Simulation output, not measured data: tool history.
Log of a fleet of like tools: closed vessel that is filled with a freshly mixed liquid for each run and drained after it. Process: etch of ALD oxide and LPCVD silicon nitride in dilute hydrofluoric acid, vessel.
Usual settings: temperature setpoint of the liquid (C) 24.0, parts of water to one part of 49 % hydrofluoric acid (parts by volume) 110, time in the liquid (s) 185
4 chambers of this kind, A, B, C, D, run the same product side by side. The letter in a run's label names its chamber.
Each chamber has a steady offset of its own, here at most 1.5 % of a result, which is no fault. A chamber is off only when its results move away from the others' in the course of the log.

run	day	temperature setpoint of the liquid (C)	parts of water to one part of 49 % hydrofluoric acid (parts by volume)	time in the liquid (s)	read-back film thickness of the ALD oxide reference wafer, read on the same gauge (nm)	read-back film thickness of the LPCVD silicon nitride reference wafer, read on the same gauge (nm)	thickness taken off the ALD oxide on a monitor wafer (nm)	thickness taken off the LPCVD silicon nitride on a monitor wafer (nm)
1B	0.483	24.0	110	185	119.96	129.98	35.329	0.77769
2D	0.838	24.0	110	185	119.97	129.99	35.768	0.83204
3C	1.275	24.0	110	185	119.97	129.99	35.720	0.74246
# day 1.383: chamber B: hydrofluoric acid flow meter replaced
4A	1.575	24.0	110	185	120.04	130.00	35.784	0.77972
5D	1.858	24.0	110	185	119.95	130.03	35.483	0.78934
6B	2.142	24.0	110	185	120.00	130.00	35.352	0.77051
7A	2.488	24.0	110	185	120.00	129.98	35.514	0.74915
8C	2.846	24.0	90	185	119.99	130.01	44.776	0.98248
9D	3.179	24.0	90	185	120.04	129.96	44.338	0.88811
10A	3.508	24.0	90	185	120.00	129.98	44.921	1.04610
11C	3.850	24.0	90	185	119.98	130.01	44.314	0.93920
12B	4.171	24.0	110	185	119.97	130.01	35.331	0.78762
13B	4.417	24.0	110	185	119.98	129.98	34.559	0.80381
14A	4.929	24.0	110	185	120.00	130.01	35.521	0.80764
15D	5.229	24.0	110	185	120.04	130.05	34.660	0.79646
16C	5.571	24.0	110	185	120.00	130.01	35.469	0.77304
17A	5.846	26.5	110	185	120.02	130.03	38.725	0.96537
18D	6.321	26.5	110	185	119.99	129.99	38.631	0.91398
19B	6.729	26.5	110	185	120.02	130.02	38.705	0.97063
20C	7.217	26.5	110	185	119.97	130.03	38.599	0.89845
21D	7.508	24.0	110	185	119.99	130.02	34.458	0.72488
22B	7.929	24.0	110	185	119.96	129.99	35.118	0.75930
23A	8.396	24.0	110	185	119.98	130.01	35.696	0.82280
24C	8.858	24.0	110	185	120.04	129.98	35.744	0.81165
25A	9.275	24.0	110	185	120.00	130.03	35.179	0.74419
26B	9.654	28.5	110	260	119.98	130.02	59.097	1.48770
27C	10.100	28.5	110	260	119.95	130.00	59.368	1.56000
28D	10.338	28.5	110	260	120.00	130.03	55.947	1.36930
29C	10.708	28.5	110	260	119.98	129.99	58.883	1.48620
30D	11.175	21.5	110	115	120.02	129.98	18.940	0.37985
31A	11.604	21.5	110	115	120.00	130.00	20.148	0.38611
32B	12.100	21.5	110	115	120.00	130.03	19.849	0.39588
33A	12.525	21.5	110	115	120.02	129.99	20.039	0.43608
34B	12.779	24.0	110	185	119.99	129.98	35.232	0.79836
35C	13.162	24.0	110	185	120.02	130.00	35.075	0.78196
36D	13.662	24.0	110	115	120.02	129.99	20.652	0.46859
37B	14.058	24.0	110	115	119.99	130.02	22.106	0.49717
38D	14.317	24.0	110	115	120.04	130.00	20.116	0.45089
39C	14.758	24.0	110	115	120.00	129.99	21.993	0.49777
40A	15.029	24.0	110	185	120.01	130.02	35.548	0.84229
41D	15.512	24.0	110	185	120.02	130.02	32.025	0.74143

What goes on in this fleet: one chamber off, a drifting gauge, or nothing beyond the chambers' own small offsets? Name the chamber and the cause, if any.

Chamber D drifts away from the others.
Cause: hydrofluoric acid flow below the setpoint (%) = 7.15.

Here are 4 candidates for chamber D's next run, each the usual settings with a change, their results left as question marks. Which one brings its results back in line with what the others give on the usual settings?
In line means no further than this from the other chambers' mean on the usual settings: thickness taken off the ALD oxide on a monitor wafer (nm) 1.000; thickness taken off the LPCVD silicon nitride on a monitor wafer (nm) 0.12000
42D-1	15.888	24.0	120	170			?	?
42D-2	15.888	24.0	115	180			?	?
42D-3	15.888	24.0	100	200			?	?
42D-4	15.888	24.0	105	190			?	?

The other chambers' mean on the usual settings: thickness taken off the ALD oxide on a monitor wafer (nm) 35.364; thickness taken off the LPCVD silicon nitride on a monitor wafer (nm) 0.77587
run	thickness taken off the ALD oxide on a monitor wafer (nm)	thickness taken off the LPCVD silicon nitride on a monitor wafer (nm)
42D-1	27.056	0.60053
42D-2	30.072	0.66297
42D-3	39.127	0.84480
42D-4	35.188	0.76512
42D-4 brings the chamber back in line.

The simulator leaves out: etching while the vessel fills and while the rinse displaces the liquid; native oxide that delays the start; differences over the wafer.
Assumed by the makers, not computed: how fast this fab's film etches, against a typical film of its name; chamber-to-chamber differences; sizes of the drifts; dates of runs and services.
